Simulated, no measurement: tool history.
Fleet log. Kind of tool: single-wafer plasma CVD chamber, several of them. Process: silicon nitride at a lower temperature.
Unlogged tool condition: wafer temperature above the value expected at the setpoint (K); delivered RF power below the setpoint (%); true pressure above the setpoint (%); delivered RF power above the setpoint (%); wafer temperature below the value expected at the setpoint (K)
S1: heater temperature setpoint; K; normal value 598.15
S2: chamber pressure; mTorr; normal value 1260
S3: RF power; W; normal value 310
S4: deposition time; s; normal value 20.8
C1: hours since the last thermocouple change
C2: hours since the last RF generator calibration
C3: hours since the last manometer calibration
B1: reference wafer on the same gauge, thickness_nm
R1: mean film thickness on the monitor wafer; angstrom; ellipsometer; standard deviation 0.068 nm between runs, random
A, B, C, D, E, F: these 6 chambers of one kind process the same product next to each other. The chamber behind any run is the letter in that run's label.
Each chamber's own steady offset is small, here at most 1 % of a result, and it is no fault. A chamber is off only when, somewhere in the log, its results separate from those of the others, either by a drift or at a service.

run,hour,S1,S2,S3,S4,C1,C2,C3,B1,R1
1F,4.3,598.15,1260,310,20.8,2205.4,864.5,77.4,22.596,235.94
2D,9.7,598.15,1260,310,20.8,683.8,576.8,881.6,22.605,235.08
3B,13.6,598.15,1260,310,20.8,1027.1,1944.2,1019.3,22.607,235.77
4E,18.5,598.15,1260,310,20.8,700.4,553.8,1673.4,22.585,237.52
5C,24.2,598.15,1260,310,20.8,333.8,897.2,1008.8,22.573,232.71
6A,31.2,598.15,1260,310,20.8,721.1,1290,803.1,22.606,236
7C,35.2,598.15,1260,310,20.8,344.8,908.2,1019.8,22.62,233.08
# hour 39.1: chamber F: thermocouple changed; heater temperature recalibrated
8E,39.1,598.15,1260,310,20.8,721,574.4,1694,22.598,238.77
9A,44.2,598.15,1260,310,20.8,734.1,1303,816.1,22.604,234.93
10B,49.6,598.15,1260,310,20.8,1063.1,1980.2,1055.3,22.601,235.73
11D,57.1,598.15,1410,310,20.8,731.2,624.2,929,22.592,243.46
12F,61.2,598.15,1410,310,20.8,22.1,921.4,134.3,22.583,243.9
13F,66.9,598.15,1410,310,20.8,27.8,927.1,140,22.608,244.87
14D,71.3,598.15,1410,310,20.8,745.4,638.4,943.2,22.606,242.76
15A,76.6,598.15,1410,310,20.8,766.5,1335.4,848.5,22.609,243.18
16E,84.1,598.15,1410,310,20.8,766,619.4,1739,22.608,245.48
17B,91.4,598.15,1260,310,20.8,1104.9,2022,1097.1,22.611,236.36
18C,95.2,598.15,1260,310,20.8,404.8,968.2,1079.8,22.59,233.1
19B,101.4,598.15,1260,310,20.8,1114.9,2032,1107.1,22.604,235.57
20F,104.8,598.15,1260,310,20.8,65.7,965,177.9,22.606,235.95
21C,110,598.15,1260,310,20.8,419.6,983,1094.6,22.592,233.94
22A,114.8,598.15,1260,340,20.8,804.7,1373.6,886.7,22.592,247.03
23D,119.5,598.15,1260,340,20.8,793.6,686.6,991.4,22.604,250.66
24E,124,598.15,1260,340,20.8,805.9,659.3,1778.9,22.583,253.62
25E,131,598.15,1260,340,20.8,812.9,666.3,1785.9,22.618,252.37
26F,134.6,598.15,1260,340,20.8,95.5,994.8,207.7,22.591,250.57
27A,141.6,598.15,1260,340,20.8,831.5,1400.4,913.5,22.602,247.58
28C,147.2,598.15,1260,260,20.8,456.8,1020.2,1131.8,22.604,207.03
29B,153.2,598.15,1260,260,20.8,1166.7,2083.8,1158.9,22.601,207.73
30D,160.1,598.15,1260,260,20.8,834.2,727.2,1032,22.586,208.4
31B,165,598.15,1260,260,20.8,1178.5,2095.6,1170.7,22.598,209.29
32E,169.4,598.15,1260,260,20.8,851.3,704.7,1824.3,22.613,209.51
33F,173.4,598.15,1260,260,20.8,134.3,1033.6,246.5,22.606,210.23
34C,180.3,598.15,1260,310,20.8,489.9,1053.3,1164.9,22.615,234.16
35D,186.4,598.15,1260,310,20.8,860.5,753.5,1058.3,22.58,235.42
36A,192,598.15,1260,355,20.8,881.9,1450.8,963.9,22.593,249.87

Which is it: a chamber that has drifted or been left off by a service, a gauge drift common to all chambers, or only each chamber's usual small offset? If a chamber is off, name it and its likeliest cause.

It is chamber A that slowly wanders off from its peers.
Cause: delivered RF power below the setpoint (%) = 4.07.
Not necessarily distinguishable in this log from: true pressure below the setpoint (%).

Here are 4 candidates for chamber A's next run, each the usual settings with a change, their results left as question marks. Which one brings its results back in line with what the others give on the usual settings?
A result is in line if it is within this distance of the other chambers' mean on the usual settings: R1 2.4 angstrom
37A-1,197.3,598.15,1310,330,20.8,,,,,?
37A-2,197.3,598.15,1380,310,20.8,,,,,?
37A-3,197.3,598.15,1240,305,20.1,,,,,?
37A-4,197.3,598.15,1140,310,20.8,,,,,?

Usual-settings mean across the other chambers: R1 235.73 angstrom
run,R1
37A-1,242.12
37A-2,235.83
37A-3,218.47
37A-4,222.95
37A-2 is the one that brings the chamber's results back in line with the other chambers.
